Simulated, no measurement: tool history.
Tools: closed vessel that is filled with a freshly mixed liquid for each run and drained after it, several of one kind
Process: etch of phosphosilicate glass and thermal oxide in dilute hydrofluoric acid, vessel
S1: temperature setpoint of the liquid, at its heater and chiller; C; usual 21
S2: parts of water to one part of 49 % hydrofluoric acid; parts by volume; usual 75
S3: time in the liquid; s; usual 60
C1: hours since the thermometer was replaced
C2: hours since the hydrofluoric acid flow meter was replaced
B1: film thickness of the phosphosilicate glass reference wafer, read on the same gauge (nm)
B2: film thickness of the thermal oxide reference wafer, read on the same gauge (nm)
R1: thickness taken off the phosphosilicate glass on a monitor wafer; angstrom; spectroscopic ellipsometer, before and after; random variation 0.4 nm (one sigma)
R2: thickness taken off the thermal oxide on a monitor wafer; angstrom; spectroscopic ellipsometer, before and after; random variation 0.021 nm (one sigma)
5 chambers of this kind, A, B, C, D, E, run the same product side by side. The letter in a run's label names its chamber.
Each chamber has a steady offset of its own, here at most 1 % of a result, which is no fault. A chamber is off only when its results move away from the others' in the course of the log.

{"run": "1C", "hour": 11.4, "S1": 21, "S2": 75, "S3": 60, "C1": 434.6, "C2": 1463.3, "B1": 59.976, "B2": 120.01, "R1": 908.22, "R2": 33.844}
{"run": "2B", "hour": 26.0, "S1": 21, "S2": 75, "S3": 60, "C1": 1070.1, "C2": 261.7, "B1": 60.01, "B2": 120.03, "R1": 913.9, "R2": 33.633}
{"run": "3D", "hour": 39.4, "S1": 21, "S2": 75, "S3": 60, "C1": 1063, "C2": 1770.4, "B1": 59.982, "B2": 120.01, "R1": 910.79, "R2": 33.881}
{"run": "4A", "hour": 49.4, "S1": 21, "S2": 75, "S3": 60, "C1": 780.8, "C2": 633.2, "B1": 60.027, "B2": 120.02, "R1": 916.2, "R2": 33.957}
{"run": "5E", "hour": 63.7, "S1": 21, "S2": 75, "S3": 60, "C1": 751.4, "C2": 503.1, "B1": 60.017, "B2": 120, "R1": 917.87, "R2": 33.845}
{"run": "6C", "hour": 72.6, "S1": 21, "S2": 75, "S3": 60, "C1": 495.8, "C2": 1524.5, "B1": 59.988, "B2": 120.02, "R1": 906.42, "R2": 33.79}
{"run": "7A", "hour": 86.6, "S1": 21, "S2": 75, "S3": 60, "C1": 818, "C2": 670.4, "B1": 60.022, "B2": 120.02, "R1": 914.9, "R2": 34.018}
{"run": "8E", "hour": 100.6, "S1": 21, "S2": 75, "S3": 60, "C1": 788.3, "C2": 540, "B1": 59.997, "B2": 120.05, "R1": 920.96, "R2": 33.644}
{"run": "9B", "hour": 110.4, "S1": 21, "S2": 75, "S3": 60, "C1": 1154.5, "C2": 346.1, "B1": 60.009, "B2": 120, "R1": 911.09, "R2": 33.794}
{"run": "10D", "hour": 120.8, "S1": 21, "S2": 75, "S3": 60, "C1": 1144.4, "C2": 1851.8, "B1": 60.004, "B2": 120.01, "R1": 910.91, "R2": 33.769}
{"run": "11A", "hour": 130.0, "S1": 21, "S2": 75, "S3": 60, "C1": 861.4, "C2": 713.8, "B1": 60.001, "B2": 119.99, "R1": 917.25, "R2": 33.898}
{"run": "12C", "hour": 141.7, "S1": 21, "S2": 75, "S3": 60, "C1": 564.9, "C2": 1593.6, "B1": 59.968, "B2": 120.01, "R1": 909.99, "R2": 33.736}
{"run": "13E", "hour": 151.0, "S1": 21, "S2": 75, "S3": 85, "C1": 838.7, "C2": 590.4, "B1": 60.01, "B2": 119.99, "R1": 1285.2, "R2": 47.497}
{"run": "14B", "hour": 163.0, "S1": 21, "S2": 75, "S3": 85, "C1": 1207.1, "C2": 398.7, "B1": 59.996, "B2": 120.06, "R1": 1302.2, "R2": 47.43}
{"run": "15D", "hour": 170.1, "S1": 21, "S2": 75, "S3": 85, "C1": 1193.7, "C2": 1901.1, "B1": 59.995, "B2": 120.01, "R1": 1294.9, "R2": 48.029}
{"run": "16A", "hour": 181.3, "S1": 21, "S2": 75, "S3": 85, "C1": 912.7, "C2": 765.1, "B1": 60.02, "B2": 119.96, "R1": 1310.6, "R2": 48.01}
{"run": "17E", "hour": 196.5, "S1": 21, "S2": 75, "S3": 85, "C1": 884.2, "C2": 635.9, "B1": 60.01, "B2": 119.98, "R1": 1291.3, "R2": 47.865}
{"run": "18D", "hour": 203.7, "S1": 21, "S2": 75, "S3": 60, "C1": 1227.3, "C2": 1934.7, "B1": 60.001, "B2": 120.02, "R1": 919.17, "R2": 33.841}
{"run": "19B", "hour": 210.9, "S1": 21, "S2": 75, "S3": 60, "C1": 1255, "C2": 446.6, "B1": 59.993, "B2": 120.03, "R1": 919.67, "R2": 33.344}
{"run": "20C", "hour": 221.3, "S1": 21, "S2": 75, "S3": 60, "C1": 644.5, "C2": 1673.2, "B1": 59.965, "B2": 119.99, "R1": 915.5, "R2": 33.652}
{"run": "21B", "hour": 236.0, "S1": 21, "S2": 75, "S3": 60, "C1": 1280.1, "C2": 471.7, "B1": 60.004, "B2": 119.98, "R1": 912.25, "R2": 33.819}
{"run": "22A", "hour": 250.2, "S1": 21, "S2": 75, "S3": 60, "C1": 981.6, "C2": 834, "B1": 60.043, "B2": 119.98, "R1": 922.61, "R2": 33.821}
{"run": "23D", "hour": 257.3, "S1": 21, "S2": 75, "S3": 60, "C1": 1280.9, "C2": 1988.3, "B1": 60.019, "B2": 120.03, "R1": 910.48, "R2": 34.03}
{"run": "24C", "hour": 266.0, "S1": 21, "S2": 75, "S3": 60, "C1": 689.2, "C2": 1717.9, "B1": 59.995, "B2": 119.99, "R1": 909, "R2": 33.882}
{"run": "25E", "hour": 280.6, "S1": 21, "S2": 75, "S3": 60, "C1": 968.3, "C2": 720, "B1": 60.031, "B2": 119.94, "R1": 914.54, "R2": 33.799}
{"run": "26E", "hour": 294.4, "S1": 21, "S2": 75, "S3": 60, "C1": 982.1, "C2": 733.8, "B1": 60.015, "B2": 119.98, "R1": 904.29, "R2": 33.714}
{"run": "27A", "hour": 307.0, "S1": 21, "S2": 75, "S3": 60, "C1": 1038.4, "C2": 890.8, "B1": 60.012, "B2": 120.01, "R1": 919.1, "R2": 33.964}
{"hour": 316.6, "done": "chamber B: thermometer replaced"}
{"run": "28D", "hour": 316.8, "S1": 21, "S2": 75, "S3": 60, "C1": 1340.4, "C2": 2047.8, "B1": 59.997, "B2": 119.95, "R1": 912.39, "R2": 33.515}
{"run": "29C", "hour": 324.0, "S1": 21, "S2": 75, "S3": 60, "C1": 747.2, "C2": 1775.9, "B1": 60.014, "B2": 120.04, "R1": 918.65, "R2": 33.766}
{"hour": 326.1, "done": "chamber E: thermometer replaced"}
{"run": "30B", "hour": 336.3, "S1": 21, "S2": 75, "S3": 60, "C1": 19.7, "C2": 572, "B1": 59.993, "B2": 119.98, "R1": 911.46, "R2": 33.245}
{"hour": 338.2, "done": "chamber D: hydrofluoric acid flow meter replaced"}
{"run": "31E", "hour": 343.1, "S1": 21, "S2": 75, "S3": 60, "C1": 17, "C2": 782.5, "B1": 60.003, "B2": 119.99, "R1": 907.24, "R2": 33.566}
{"run": "32A", "hour": 351.3, "S1": 21, "S2": 75, "S3": 60, "C1": 1082.7, "C2": 935.1, "B1": 59.998, "B2": 119.96, "R1": 915.07, "R2": 33.836}
{"run": "33D", "hour": 363.0, "S1": 21, "S2": 75, "S3": 60, "C1": 1386.6, "C2": 24.8, "B1": 60.034, "B2": 120.02, "R1": 919.32, "R2": 33.614}
{"run": "34C", "hour": 377.3, "S1": 21, "S2": 75, "S3": 60, "C1": 800.5, "C2": 1829.2, "B1": 59.998, "B2": 120.04, "R1": 917.46, "R2": 33.873}

What goes on in this fleet: one chamber off, a drifting gauge, or nothing beyond the chambers' own small offsets? Name the chamber and the cause, if any.

No chamber stands off beyond its own small offset, and the gauge holds steady.
